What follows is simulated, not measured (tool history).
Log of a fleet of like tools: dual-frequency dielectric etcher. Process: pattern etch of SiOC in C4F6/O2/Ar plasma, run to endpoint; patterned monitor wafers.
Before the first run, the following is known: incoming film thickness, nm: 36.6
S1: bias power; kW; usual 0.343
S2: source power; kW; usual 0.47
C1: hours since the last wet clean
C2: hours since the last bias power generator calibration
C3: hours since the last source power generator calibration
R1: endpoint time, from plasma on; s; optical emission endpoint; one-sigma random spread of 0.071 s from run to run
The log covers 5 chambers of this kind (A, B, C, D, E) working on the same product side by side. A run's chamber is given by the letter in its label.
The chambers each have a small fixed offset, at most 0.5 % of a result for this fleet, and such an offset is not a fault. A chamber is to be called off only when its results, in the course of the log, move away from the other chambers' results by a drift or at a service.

run   hour     S1    S2     C1      C2      C3      R1
 1E    5.3  0.343  0.47   58.3      69  1586.2  13.319
 2B   11.3  0.343  0.47  217.4   807.5   792.7   13.27
 3D   19.6  0.343  0.47  277.3  2601.5  3408.1  13.218
 4C   25.4  0.343  0.47   56.5  3781.6   878.9  13.222
 5A   30.3  0.343  0.47  214.4  3860.6  1236.8  13.314
 6A   34.9  0.343  0.47    219  3865.2  1241.4  13.251
 7C   39.3  0.343  0.47   70.4  3795.5   892.8  13.253
 8D   47.7  0.343  0.47  305.4  2629.6  3436.2  13.205
 9E   55.9  0.343  0.47  108.9   119.6  1636.8  13.398
10B   61.9  0.343  0.47    268   858.1   843.3   13.27
11E   68.4  0.343  0.47  121.4   132.1  1649.3  13.322
12B   77.2  0.343  0.47  283.3   873.4   858.6  13.314
13D   83.8  0.343  0.47  341.5  2665.7  3472.3  13.256
14C   92.6  0.343  0.47  123.7  3848.8   946.1  13.329
15A   99.6   0.31  0.47  283.7  3929.9  1306.1  13.748
16E  105.2   0.31  0.47  158.2   168.9  1686.1  13.676
17C  111.7   0.31  0.47  142.8  3867.9   965.2  13.644
18B  115.9   0.31  0.47    322   912.1   897.3  13.797
     121.9  -- chamber D: wet clean of the chamber
19D  123.7   0.31  0.47    1.9  2705.6  3512.2  13.743
20A  131.8  0.343  0.47  315.9  3962.1  1338.3  13.384
     135.4  -- chamber D: source power generator calibrated
21A  136.3  0.343  0.43  320.4  3966.6  1342.8  13.617
22E  142.5  0.343  0.43  195.5   206.2  1723.4  13.762
23D  149.8  0.343  0.43     28  2731.7    14.5   13.62
24B    159  0.343  0.43  365.1   955.2   940.4  13.722
25C  167.7  0.343  0.43  198.8  3923.9  1021.2  13.583
26C  175.9  0.343  0.35    207  3932.1  1029.4  15.008
27D  180.6  0.343  0.35   58.8  2762.5    45.3   14.68
28A  189.6  0.343  0.35  373.7  4019.9  1396.1  14.761
29B    196  0.343  0.35  402.1   992.2   977.4  14.874
30E  202.3  0.343  0.35  255.3     266  1783.2  14.749
31A  208.5  0.343  0.47  392.6  4038.8    1415  13.292
32C  214.7  0.343  0.47  245.8  3970.9  1068.2  13.281
     216.8  -- chamber A: bias power generator calibrated
33E  221.5  0.343  0.47  274.5   285.2  1802.4  13.358
34B  230.5  0.385  0.52  436.6  1026.7  1011.9  12.196
35D  238.3  0.385  0.52  116.5  2820.2     103  12.216
36C  244.6  0.385  0.52  275.7  4000.8  1098.1  12.171
     248.8  -- chamber A: source power generator calibrated
37D  249.5  0.385  0.52  127.7  2831.4   114.2  12.322
38E  254.9  0.385  0.52  307.9   318.6  1835.8  12.299
39A  262.7  0.343  0.47  446.8    45.9    13.9  13.168
40B  271.8  0.343  0.47  477.9    1068  1053.2  13.239
41C  276.9  0.343  0.47    308  4033.1  1130.4  13.238
42E  284.9  0.375  0.47  337.9   348.6  1865.8  12.783

The same settings go to every chamber for the next run, one line per chamber below. Forecast the results for each:
43A  291.8  0.313  0.47               ?
43B  291.8  0.313  0.47               ?
43C  291.8  0.313  0.47               ?
43D  291.8  0.313  0.47               ?
43E  291.8  0.313  0.47               ?

run      R1
43A  13.753
43B  13.581
43C  13.664
43D  13.618
43E  13.768
